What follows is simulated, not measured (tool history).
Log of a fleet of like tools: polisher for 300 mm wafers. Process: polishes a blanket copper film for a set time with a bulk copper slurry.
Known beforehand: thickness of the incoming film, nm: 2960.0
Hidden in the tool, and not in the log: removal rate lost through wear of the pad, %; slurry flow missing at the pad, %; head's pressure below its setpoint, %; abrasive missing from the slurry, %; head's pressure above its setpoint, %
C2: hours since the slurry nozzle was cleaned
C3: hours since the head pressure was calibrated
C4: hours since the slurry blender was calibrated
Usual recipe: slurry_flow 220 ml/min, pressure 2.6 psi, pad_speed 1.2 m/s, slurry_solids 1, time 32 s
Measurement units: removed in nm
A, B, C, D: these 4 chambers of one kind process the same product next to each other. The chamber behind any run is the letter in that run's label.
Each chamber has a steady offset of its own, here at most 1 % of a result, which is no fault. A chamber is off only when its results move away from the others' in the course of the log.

{"run": "1D", "hour": 11.2, "slurry_flow": 220, "pressure": 2.6, "pad_speed": 1.2, "slurry_solids": 1, "time": 32, "wafers polished on this pad": 720, "C2": 291.7, "C3": 125.8, "C4": 218, "removed": 338.63}
{"hour": 11.6, "done": "chamber B: slurry blender recalibrated"}
{"hour": 12.9, "done": "chamber C: slurry nozzle cleaned"}
{"hour": 17.9, "done": "chamber B: slurry nozzle cleaned"}
{"run": "2B", "hour": 21.9, "slurry_flow": 220, "pressure": 2.6, "pad_speed": 1.2, "slurry_solids": 1, "time": 32, "wafers polished on this pad": 1288, "C2": 4, "C3": 361, "C4": 10.3, "removed": 340.98}
{"hour": 23.7, "done": "chamber A: worn pad replaced by a new one"}
{"hour": 26.4, "done": "chamber B: worn pad replaced by a new one"}
{"hour": 26.8, "done": "chamber C: worn pad replaced by a new one"}
{"run": "3C", "hour": 29.1, "slurry_flow": 220, "pressure": 2.6, "pad_speed": 1.2, "slurry_solids": 1, "time": 32, "wafers polished on this pad": 35, "C2": 16.3, "C3": 279.1, "C4": 293.7, "removed": 341.88}
{"run": "4A", "hour": 39.7, "slurry_flow": 220, "pressure": 2.6, "pad_speed": 1.2, "slurry_solids": 1, "time": 32, "wafers polished on this pad": 242, "C2": 186.1, "C3": 138.4, "C4": 176.2, "removed": 335.43}
{"run": "5C", "hour": 46.5, "slurry_flow": 220, "pressure": 2.6, "pad_speed": 1.2, "slurry_solids": 1, "time": 32, "wafers polished on this pad": 298, "C2": 33.7, "C3": 296.5, "C4": 311.1, "removed": 338.06}
{"run": "6A", "hour": 53.4, "slurry_flow": 220, "pressure": 2.6, "pad_speed": 1.2, "slurry_solids": 1, "time": 32, "wafers polished on this pad": 449, "C2": 199.8, "C3": 152.1, "C4": 189.9, "removed": 337.43}
{"hour": 60.8, "done": "chamber D: worn pad replaced by a new one"}
{"run": "7D", "hour": 62.5, "slurry_flow": 220, "pressure": 2.6, "pad_speed": 1.2, "slurry_solids": 1, "time": 32, "wafers polished on this pad": 26, "C2": 343, "C3": 177.1, "C4": 269.3, "removed": 341.44}
{"run": "8B", "hour": 72.9, "slurry_flow": 220, "pressure": 2.6, "pad_speed": 1.2, "slurry_solids": 1, "time": 32, "wafers polished on this pad": 701, "C2": 55, "C3": 412, "C4": 61.3, "removed": 336.84}
{"run": "9B", "hour": 84.1, "slurry_flow": 220, "pressure": 2.6, "pad_speed": 1.2, "slurry_solids": 1, "time": 32, "wafers polished on this pad": 870, "C2": 66.2, "C3": 423.2, "C4": 72.5, "removed": 338.89}
{"hour": 85.9, "done": "chamber C: head pressure recalibrated"}
{"run": "10A", "hour": 93.6, "slurry_flow": 220, "pressure": 2.6, "pad_speed": 1.2, "slurry_solids": 1, "time": 32, "wafers polished on this pad": 1056, "C2": 240, "C3": 192.3, "C4": 230.1, "removed": 334.21}
{"run": "11D", "hour": 105.9, "slurry_flow": 290, "pressure": 2.6, "pad_speed": 1.38, "slurry_solids": 1, "time": 32, "wafers polished on this pad": 681, "C2": 386.4, "C3": 220.5, "C4": 312.7, "removed": 405.74}
{"hour": 113.4, "done": "chamber B: worn pad replaced by a new one"}
{"hour": 114.5, "done": "chamber C: worn pad replaced by a new one"}
{"hour": 116.5, "done": "chamber D: slurry blender recalibrated"}
{"run": "12C", "hour": 118.6, "slurry_flow": 290, "pressure": 2.6, "pad_speed": 1.38, "slurry_solids": 1, "time": 32, "wafers polished on this pad": 62, "C2": 105.8, "C3": 32.7, "C4": 383.2, "removed": 398.85}
{"hour": 119.2, "done": "chamber A: worn pad replaced by a new one"}
{"run": "13C", "hour": 124.8, "slurry_flow": 290, "pressure": 2.6, "pad_speed": 1.38, "slurry_solids": 1, "time": 32, "wafers polished on this pad": 155, "C2": 112, "C3": 38.9, "C4": 389.4, "removed": 405.61}
{"run": "14B", "hour": 135.9, "slurry_flow": 290, "pressure": 2.6, "pad_speed": 1.38, "slurry_solids": 1, "time": 32, "wafers polished on this pad": 339, "C2": 118, "C3": 475, "C4": 124.3, "removed": 409.56}
{"run": "15A", "hour": 145.2, "slurry_flow": 220, "pressure": 2.6, "pad_speed": 1.2, "slurry_solids": 1, "time": 32, "wafers polished on this pad": 393, "C2": 291.6, "C3": 243.9, "C4": 281.7, "removed": 328.05}
{"hour": 145.9, "done": "chamber B: slurry blender recalibrated"}
{"run": "16D", "hour": 153.4, "slurry_flow": 220, "pressure": 2.6, "pad_speed": 1.2, "slurry_solids": 1, "time": 32, "wafers polished on this pad": 1398, "C2": 433.9, "C3": 268, "C4": 37, "removed": 342.51}
{"run": "17D", "hour": 164.7, "slurry_flow": 275, "pressure": 2.6, "pad_speed": 1.2, "slurry_solids": 0.8, "time": 32, "wafers polished on this pad": 1568, "C2": 445.2, "C3": 279.3, "C4": 48.3, "removed": 335.46}
{"hour": 166.3, "done": "chamber D: worn pad replaced by a new one"}
{"run": "18A", "hour": 174.0, "slurry_flow": 275, "pressure": 2.6, "pad_speed": 1.2, "slurry_solids": 0.8, "time": 32, "wafers polished on this pad": 828, "C2": 320.4, "C3": 272.7, "C4": 310.5, "removed": 317.76}
{"run": "19B", "hour": 182.3, "slurry_flow": 275, "pressure": 2.6, "pad_speed": 1.2, "slurry_solids": 0.8, "time": 32, "wafers polished on this pad": 1040, "C2": 164.4, "C3": 521.4, "C4": 36.4, "removed": 335.48}
{"run": "20C", "hour": 188.3, "slurry_flow": 275, "pressure": 2.6, "pad_speed": 1.2, "slurry_solids": 0.8, "time": 32, "wafers polished on this pad": 1114, "C2": 175.5, "C3": 102.4, "C4": 452.9, "removed": 333.77}
{"run": "21C", "hour": 195.3, "slurry_flow": 220, "pressure": 2.6, "pad_speed": 1.2, "slurry_solids": 1, "time": 32, "wafers polished on this pad": 1220, "C2": 182.5, "C3": 109.4, "C4": 459.9, "removed": 339.68}
{"hour": 197.5, "done": "chamber C: worn pad replaced by a new one"}
{"hour": 200.2, "done": "chamber B: worn pad replaced by a new one"}
{"hour": 201.7, "done": "chamber A: slurry blender recalibrated"}
{"run": "22A", "hour": 202.8, "slurry_flow": 220, "pressure": 2.6, "pad_speed": 1.2, "slurry_solids": 1, "time": 32, "wafers polished on this pad": 1262, "C2": 349.2, "C3": 301.5, "C4": 1.2, "removed": 321.98}
{"run": "23D", "hour": 210.3, "slurry_flow": 220, "pressure": 2.6, "pad_speed": 1.2, "slurry_solids": 1, "time": 32, "wafers polished on this pad": 665, "C2": 490.8, "C3": 324.9, "C4": 93.9, "removed": 341.35}
{"hour": 211.6, "done": "chamber A: worn pad replaced by a new one"}
{"run": "24B", "hour": 218.8, "slurry_flow": 220, "pressure": 2.6, "pad_speed": 1.2, "slurry_solids": 1, "time": 32, "wafers polished on this pad": 281, "C2": 200.9, "C3": 557.9, "C4": 72.9, "removed": 341.7}
{"run": "25C", "hour": 228.3, "slurry_flow": 220, "pressure": 2.6, "pad_speed": 1.2, "slurry_solids": 1, "time": 32, "wafers polished on this pad": 465, "C2": 215.5, "C3": 142.4, "C4": 492.9, "removed": 339.83}
{"run": "26B", "hour": 240.0, "slurry_flow": 220, "pressure": 2.6, "pad_speed": 1.2, "slurry_solids": 1.25, "time": 32, "wafers polished on this pad": 601, "C2": 222.1, "C3": 579.1, "C4": 94.1, "removed": 356.22}
{"run": "27A", "hour": 248.0, "slurry_flow": 220, "pressure": 2.6, "pad_speed": 1.2, "slurry_solids": 1.25, "time": 32, "wafers polished on this pad": 550, "C2": 394.4, "C3": 346.7, "C4": 46.4, "removed": 339.44}
{"run": "28D", "hour": 256.3, "slurry_flow": 220, "pressure": 2.6, "pad_speed": 1.2, "slurry_solids": 1.25, "time": 32, "wafers polished on this pad": 1359, "C2": 536.8, "C3": 370.9, "C4": 139.9, "removed": 352.38}
{"run": "29B", "hour": 264.7, "slurry_flow": 220, "pressure": 2.6, "pad_speed": 1.2, "slurry_solids": 1.25, "time": 32, "wafers polished on this pad": 974, "C2": 246.8, "C3": 603.8, "C4": 118.8, "removed": 360.22}

Predict what each chamber gives when all 4 of them run the settings below next.
{"run": "30A", "hour": 273.8, "slurry_flow": 220, "pressure": 2.6, "pad_speed": 1.2, "slurry_solids": 1, "time": 32, "removed": "?"}
{"run": "30B", "hour": 273.8, "slurry_flow": 220, "pressure": 2.6, "pad_speed": 1.2, "slurry_solids": 1, "time": 32, "removed": "?"}
{"run": "30C", "hour": 273.8, "slurry_flow": 220, "pressure": 2.6, "pad_speed": 1.2, "slurry_solids": 1, "time": 32, "removed": "?"}
{"run": "30D", "hour": 273.8, "slurry_flow": 220, "pressure": 2.6, "pad_speed": 1.2, "slurry_solids": 1, "time": 32, "removed": "?"}

run=30A removed=318.48
run=30B removed=335.97
run=30C removed=339.69
run=30D removed=343.92
